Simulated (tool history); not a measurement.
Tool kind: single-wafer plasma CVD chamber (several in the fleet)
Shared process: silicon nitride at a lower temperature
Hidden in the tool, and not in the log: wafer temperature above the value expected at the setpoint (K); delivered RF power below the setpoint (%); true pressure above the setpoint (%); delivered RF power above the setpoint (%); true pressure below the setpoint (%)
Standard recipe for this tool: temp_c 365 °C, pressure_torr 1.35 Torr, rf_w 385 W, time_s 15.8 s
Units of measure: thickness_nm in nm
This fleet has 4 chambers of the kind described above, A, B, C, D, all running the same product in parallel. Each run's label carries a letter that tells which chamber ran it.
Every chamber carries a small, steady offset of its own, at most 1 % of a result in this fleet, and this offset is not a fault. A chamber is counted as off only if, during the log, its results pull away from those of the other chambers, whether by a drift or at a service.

| run | hour | temp_c | pressure_torr | rf_w | time_s | hours since the last thermocouple change | hours since the last RF generator calibration | hours since the last manometer calibration | read-back reference wafer on the same gauge, thickness_nm | thickness_nm |
|---|---|---|---|---|---|---|---|---|---|---|
| 1B | 6.9 | 365 | 1.35 | 385 | 15.8 | 614.0 | 1635.8 | 910.1 | 18.795 | 20.630 |
| 2A | 19.8 | 365 | 1.35 | 385 | 15.8 | 430.9 | 2060.7 | 84.2 | 18.802 | 20.894 |
| 3D | 27.6 | 365 | 1.35 | 385 | 15.8 | 2079.8 | 944.0 | 1228.5 | 18.809 | 20.786 |
|  | 39.1 | chamber D: RF generator calibrated |
| 4C | 39.6 | 365 | 1.35 | 385 | 15.8 | 664.7 | 1103.7 | 1032.2 | 18.795 | 20.573 |
| 5B | 48.7 | 365 | 1.35 | 385 | 15.8 | 655.8 | 1677.6 | 951.9 | 18.803 | 20.609 |
| 6A | 62.8 | 365 | 1.35 | 385 | 15.8 | 473.9 | 2103.7 | 127.2 | 18.798 | 20.900 |
| 7C | 73.6 | 365 | 1.35 | 385 | 15.8 | 698.7 | 1137.7 | 1066.2 | 18.792 | 20.606 |
| 8D | 81.0 | 365 | 1.35 | 385 | 15.8 | 2133.2 | 42.0 | 1281.9 | 18.805 | 20.802 |
| 9C | 93.7 | 365 | 1.35 | 330 | 15.8 | 718.8 | 1157.8 | 1086.3 | 18.788 | 18.701 |
| 10B | 101.6 | 365 | 1.35 | 330 | 15.8 | 708.7 | 1730.5 | 1004.8 | 18.808 | 18.691 |
| 11D | 116.6 | 365 | 1.35 | 330 | 15.8 | 2168.8 | 77.6 | 1317.5 | 18.806 | 18.780 |
| 12A | 128.8 | 365 | 1.35 | 330 | 15.8 | 539.9 | 2169.7 | 193.2 | 18.797 | 18.992 |
| 13D | 140.6 | 365 | 1.50 | 385 | 13.0 | 2192.8 | 101.6 | 1341.5 | 18.801 | 17.630 |
| 14C | 149.6 | 365 | 1.50 | 385 | 13.0 | 774.7 | 1213.7 | 1142.2 | 18.801 | 17.437 |
|  | 155.5 | chamber D: capacitance manometer re-zeroed and calibrated |
| 15A | 163.3 | 365 | 1.50 | 385 | 13.0 | 574.4 | 2204.2 | 227.7 | 18.798 | 17.701 |
| 16B | 171.8 | 365 | 1.50 | 385 | 13.0 | 778.9 | 1800.7 | 1075.0 | 18.807 | 17.444 |
| 17A | 187.0 | 365 | 1.35 | 385 | 15.8 | 598.1 | 2227.9 | 251.4 | 18.796 | 20.810 |
| 18D | 202.0 | 365 | 1.35 | 385 | 15.8 | 2254.2 | 163.0 | 46.6 | 18.794 | 20.751 |
| 19B | 209.1 | 365 | 1.35 | 385 | 15.8 | 816.2 | 1838.0 | 1112.3 | 18.797 | 20.530 |
|  | 222.3 | chamber A: RF generator calibrated |
| 20C | 223.0 | 365 | 1.35 | 385 | 15.8 | 848.1 | 1287.1 | 1215.6 | 18.798 | 20.639 |
| 21D | 235.7 | 365 | 1.35 | 385 | 15.8 | 2287.9 | 196.7 | 80.3 | 18.795 | 20.846 |
|  | 249.1 | chamber C: capacitance manometer re-zeroed and calibrated |
| 22B | 249.3 | 365 | 1.35 | 385 | 15.8 | 856.4 | 1878.2 | 1152.5 | 18.804 | 20.657 |
| 23C | 262.2 | 365 | 1.35 | 385 | 15.8 | 887.3 | 1326.3 | 13.2 | 18.801 | 20.709 |
| 24A | 273.2 | 365 | 1.35 | 425 | 15.8 | 684.3 | 51.0 | 337.6 | 18.796 | 22.209 |

One chamber off, gauge drift, or nothing amiss beyond the chambers' own small offsets? If it is a chamber, which one, and what is the likeliest cause?

Neither any chamber nor the gauge drifts; the chambers differ only by their own small, steady offsets.
